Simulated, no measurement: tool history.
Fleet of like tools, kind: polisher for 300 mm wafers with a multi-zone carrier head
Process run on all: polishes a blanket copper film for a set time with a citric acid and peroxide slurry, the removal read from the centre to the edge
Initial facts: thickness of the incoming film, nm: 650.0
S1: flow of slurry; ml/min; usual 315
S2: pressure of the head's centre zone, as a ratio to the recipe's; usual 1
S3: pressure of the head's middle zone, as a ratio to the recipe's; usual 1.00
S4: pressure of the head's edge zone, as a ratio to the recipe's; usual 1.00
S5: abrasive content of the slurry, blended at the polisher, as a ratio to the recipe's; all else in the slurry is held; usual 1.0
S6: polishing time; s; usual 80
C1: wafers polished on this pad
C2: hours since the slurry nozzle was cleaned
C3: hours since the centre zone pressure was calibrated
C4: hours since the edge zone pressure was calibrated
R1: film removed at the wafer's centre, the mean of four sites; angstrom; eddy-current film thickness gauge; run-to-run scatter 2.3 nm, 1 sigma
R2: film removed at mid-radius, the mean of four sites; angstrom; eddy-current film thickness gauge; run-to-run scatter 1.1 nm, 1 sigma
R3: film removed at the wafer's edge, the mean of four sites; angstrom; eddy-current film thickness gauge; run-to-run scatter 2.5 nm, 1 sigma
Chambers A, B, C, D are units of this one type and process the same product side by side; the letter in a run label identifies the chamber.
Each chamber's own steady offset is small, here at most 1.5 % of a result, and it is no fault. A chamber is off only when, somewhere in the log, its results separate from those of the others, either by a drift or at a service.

{"hour": 1.1, "done": "chamber C: edge zone pressure recalibrated"}
{"run": "1C", "hour": 4.9, "S1": 315, "S2": 1, "S3": 1.0, "S4": 1.0, "S5": 1.0, "S6": 80, "C1": 827, "C2": 143.1, "C3": 310.8, "C4": 3.9, "R1": 1655.9, "R2": 1669.4, "R3": 1636.7}
{"hour": 7.8, "done": "chamber B: worn pad replaced by a new one"}
{"run": "2D", "hour": 11.7, "S1": 315, "S2": 1, "S3": 1.0, "S4": 1.0, "S5": 1.0, "S6": 80, "C1": 365, "C2": 161.6, "C3": 287.4, "C4": 263.6, "R1": 1667.4, "R2": 1645.7, "R3": 1697.3}
{"hour": 15.0, "done": "chamber C: worn pad replaced by a new one"}
{"run": "3B", "hour": 16.0, "S1": 315, "S2": 1, "S3": 1.0, "S4": 1.0, "S5": 1.0, "S6": 80, "C1": 88, "C2": 546.6, "C3": 28.1, "C4": 244.8, "R1": 1675.7, "R2": 1676.9, "R3": 1625.0}
{"run": "4A", "hour": 19.0, "S1": 315, "S2": 1, "S3": 1.0, "S4": 1.0, "S5": 1.0, "S6": 80, "C1": 1031, "C2": 132.3, "C3": 776.3, "C4": 448.8, "R1": 1680.1, "R2": 1664.9, "R3": 1671.6}
{"run": "5C", "hour": 23.8, "S1": 315, "S2": 1, "S3": 1.0, "S4": 1.0, "S5": 1.0, "S6": 80, "C1": 95, "C2": 162.0, "C3": 329.7, "C4": 22.8, "R1": 1684.4, "R2": 1668.4, "R3": 1662.8}
{"hour": 30.1, "done": "chamber A: worn pad replaced by a new one"}
{"run": "6B", "hour": 30.4, "S1": 315, "S2": 1, "S3": 1.0, "S4": 1.0, "S5": 0.9, "S6": 80, "C1": 243, "C2": 561.0, "C3": 42.5, "C4": 259.2, "R1": 1599.5, "R2": 1642.1, "R3": 1595.1}
{"run": "7D", "hour": 35.2, "S1": 315, "S2": 1, "S3": 1.0, "S4": 1.0, "S5": 0.9, "S6": 80, "C1": 617, "C2": 185.1, "C3": 310.9, "C4": 287.1, "R1": 1640.6, "R2": 1614.6, "R3": 1633.9}
{"run": "8A", "hour": 39.6, "S1": 315, "S2": 1, "S3": 1.0, "S4": 1.0, "S5": 0.9, "S6": 80, "C1": 102, "C2": 152.9, "C3": 796.9, "C4": 469.4, "R1": 1652.3, "R2": 1613.2, "R3": 1626.8}
{"hour": 40.7, "done": "chamber B: slurry nozzle cleaned"}
{"run": "9B", "hour": 45.4, "S1": 315, "S2": 1, "S3": 1.0, "S4": 1.0, "S5": 0.9, "S6": 80, "C1": 404, "C2": 4.7, "C3": 57.5, "C4": 274.2, "R1": 1656.5, "R2": 1636.5, "R3": 1609.4}
{"run": "10C", "hour": 49.1, "S1": 315, "S2": 1, "S3": 1.04, "S4": 0.9, "S5": 1.0, "S6": 80, "C1": 366, "C2": 187.3, "C3": 355.0, "C4": 48.1, "R1": 1712.9, "R2": 1714.9, "R3": 1555.4}
{"hour": 51.1, "done": "chamber D: edge zone pressure recalibrated"}
{"run": "11A", "hour": 53.2, "S1": 315, "S2": 1, "S3": 1.04, "S4": 0.9, "S5": 1.0, "S6": 80, "C1": 248, "C2": 166.5, "C3": 810.5, "C4": 483.0, "R1": 1682.4, "R2": 1731.6, "R3": 1578.6}
{"hour": 54.8, "done": "chamber A: centre zone pressure recalibrated"}
{"run": "12D", "hour": 59.2, "S1": 315, "S2": 1, "S3": 1.04, "S4": 0.9, "S5": 1.0, "S6": 80, "C1": 875, "C2": 209.1, "C3": 334.9, "C4": 8.2, "R1": 1631.9, "R2": 1715.3, "R3": 1551.6}
{"hour": 63.4, "done": "chamber C: centre zone pressure recalibrated"}
{"run": "13B", "hour": 65.5, "S1": 315, "S2": 1, "S3": 1.04, "S4": 0.9, "S5": 1.0, "S6": 80, "C1": 620, "C2": 24.8, "C3": 77.6, "C4": 294.3, "R1": 1652.7, "R2": 1732.9, "R3": 1599.5}
{"run": "14D", "hour": 69.9, "S1": 405, "S2": 1, "S3": 1.0, "S4": 1.0, "S5": 1.0, "S6": 80, "C1": 990, "C2": 219.8, "C3": 345.6, "C4": 18.9, "R1": 1685.6, "R2": 1685.9, "R3": 1679.3}
{"run": "15C", "hour": 74.7, "S1": 405, "S2": 1, "S3": 1.0, "S4": 1.0, "S5": 1.0, "S6": 80, "C1": 641, "C2": 212.9, "C3": 11.3, "C4": 73.7, "R1": 1678.4, "R2": 1668.6, "R3": 1712.4}
{"hour": 74.8, "done": "chamber D: worn pad replaced by a new one"}
{"hour": 78.1, "done": "chamber C: slurry nozzle cleaned"}
{"run": "16A", "hour": 81.1, "S1": 405, "S2": 1, "S3": 1.0, "S4": 1.0, "S5": 1.0, "S6": 80, "C1": 548, "C2": 194.4, "C3": 26.4, "C4": 510.9, "R1": 1485.2, "R2": 1695.4, "R3": 1694.5}
{"run": "17B", "hour": 85.2, "S1": 405, "S2": 1, "S3": 1.0, "S4": 1.0, "S5": 1.0, "S6": 80, "C1": 831, "C2": 44.5, "C3": 97.3, "C4": 314.0, "R1": 1707.7, "R2": 1693.1, "R3": 1691.2}
{"run": "18C", "hour": 88.8, "S1": 315, "S2": 1, "S3": 1.0, "S4": 1.0, "S5": 1.0, "S6": 80, "C1": 793, "C2": 10.8, "C3": 25.4, "C4": 87.8, "R1": 1698.1, "R2": 1627.0, "R3": 1644.6}
{"run": "19A", "hour": 92.0, "S1": 315, "S2": 1, "S3": 1.0, "S4": 1.0, "S5": 1.0, "S6": 80, "C1": 665, "C2": 205.3, "C3": 37.3, "C4": 521.8, "R1": 1479.6, "R2": 1656.7, "R3": 1693.2}
{"run": "20D", "hour": 98.6, "S1": 315, "S2": 1, "S3": 1.0, "S4": 1.0, "S5": 1.0, "S6": 80, "C1": 256, "C2": 248.5, "C3": 374.3, "C4": 47.6, "R1": 1670.0, "R2": 1662.9, "R3": 1705.4}
{"hour": 101.6, "done": "chamber C: worn pad replaced by a new one"}
{"run": "21B", "hour": 103.7, "S1": 315, "S2": 1, "S3": 1.0, "S4": 1.0, "S5": 1.0, "S6": 80, "C1": 1030, "C2": 63.0, "C3": 115.8, "C4": 332.5, "R1": 1661.1, "R2": 1652.7, "R3": 1649.9}
{"hour": 106.1, "done": "chamber A: slurry nozzle cleaned"}
{"hour": 109.1, "done": "chamber B: worn pad replaced by a new one"}
{"run": "22D", "hour": 110.2, "S1": 315, "S2": 1, "S3": 1.0, "S4": 1.0, "S5": 1.0, "S6": 80, "C1": 380, "C2": 260.1, "C3": 385.9, "C4": 59.2, "R1": 1656.2, "R2": 1678.9, "R3": 1690.7}
{"run": "23A", "hour": 115.6, "S1": 315, "S2": 1, "S3": 1.0, "S4": 1.0, "S5": 1.0, "S6": 80, "C1": 918, "C2": 9.5, "C3": 60.9, "C4": 545.4, "R1": 1476.1, "R2": 1659.0, "R3": 1699.5}
{"run": "24C", "hour": 122.3, "S1": 315, "S2": 1, "S3": 1.0, "S4": 1.0, "S5": 1.0, "S6": 80, "C1": 223, "C2": 44.3, "C3": 58.9, "C4": 121.3, "R1": 1655.8, "R2": 1662.4, "R3": 1678.1}
{"hour": 124.0, "done": "chamber A: worn pad replaced by a new one"}
{"run": "25B", "hour": 129.1, "S1": 315, "S2": 1, "S3": 1.0, "S4": 1.0, "S5": 1.0, "S6": 80, "C1": 215, "C2": 88.4, "C3": 141.2, "C4": 357.9, "R1": 1627.3, "R2": 1668.8, "R3": 1613.6}
{"run": "26A", "hour": 134.0, "S1": 315, "S2": 1, "S3": 0.9, "S4": 0.95, "S5": 1.0, "S6": 80, "C1": 107, "C2": 27.9, "C3": 79.3, "C4": 563.8, "R1": 1492.0, "R2": 1516.6, "R3": 1633.9}

What goes on in this fleet: one chamber off, a drifting gauge, or nothing beyond the chambers' own small offsets? Name the chamber and the cause, if any.

A service on chamber A put it out of line with the rest.
What lies behind it: centre zone's pressure below its setpoint, % = 9.38.

Here are 4 candidates for chamber A's next run, each the usual settings with a change, their results left as question marks. Which one brings its results back in line with what the others give on the usual settings?
Allowed miss from the other chambers' usual-settings mean, per result, to count as in line: R1 80.0 angstrom; R2 37.0 angstrom; R3 86.0 angstrom
{"run": "27A-1", "hour": 138.9, "S1": 305, "S2": 0.84, "S3": 1.02, "S4": 1.06, "S5": 1.0, "S6": 79, "R1": "?", "R2": "?", "R3": "?"}
{"run": "27A-2", "hour": 138.9, "S1": 325, "S2": 1.17, "S3": 0.97, "S4": 0.94, "S5": 1.0, "S6": 82, "R1": "?", "R2": "?", "R3": "?"}
{"run": "27A-3", "hour": 138.9, "S1": 310, "S2": 0.91, "S3": 1.01, "S4": 1.03, "S5": 1.0, "S6": 79, "R1": "?", "R2": "?", "R3": "?"}
{"run": "27A-4", "hour": 138.9, "S1": 320, "S2": 1.09, "S3": 0.99, "S4": 0.97, "S5": 1.0, "S6": 81, "R1": "?", "R2": "?", "R3": "?"}

Average result of the remaining chambers running the usual settings: R1 1663.3 angstrom; R2 1657.6 angstrom; R3 1659.6 angstrom
run=27A-1 R1=1208.6 R2=1668.0 R3=1685.6
run=27A-2 R1=1832.6 R2=1661.8 R3=1653.0
run=27A-3 R1=1326.6 R2=1655.2 R3=1662.5
run=27A-4 R1=1671.3 R2=1670.3 R3=1656.8
27A-4 brings the chamber back in line.
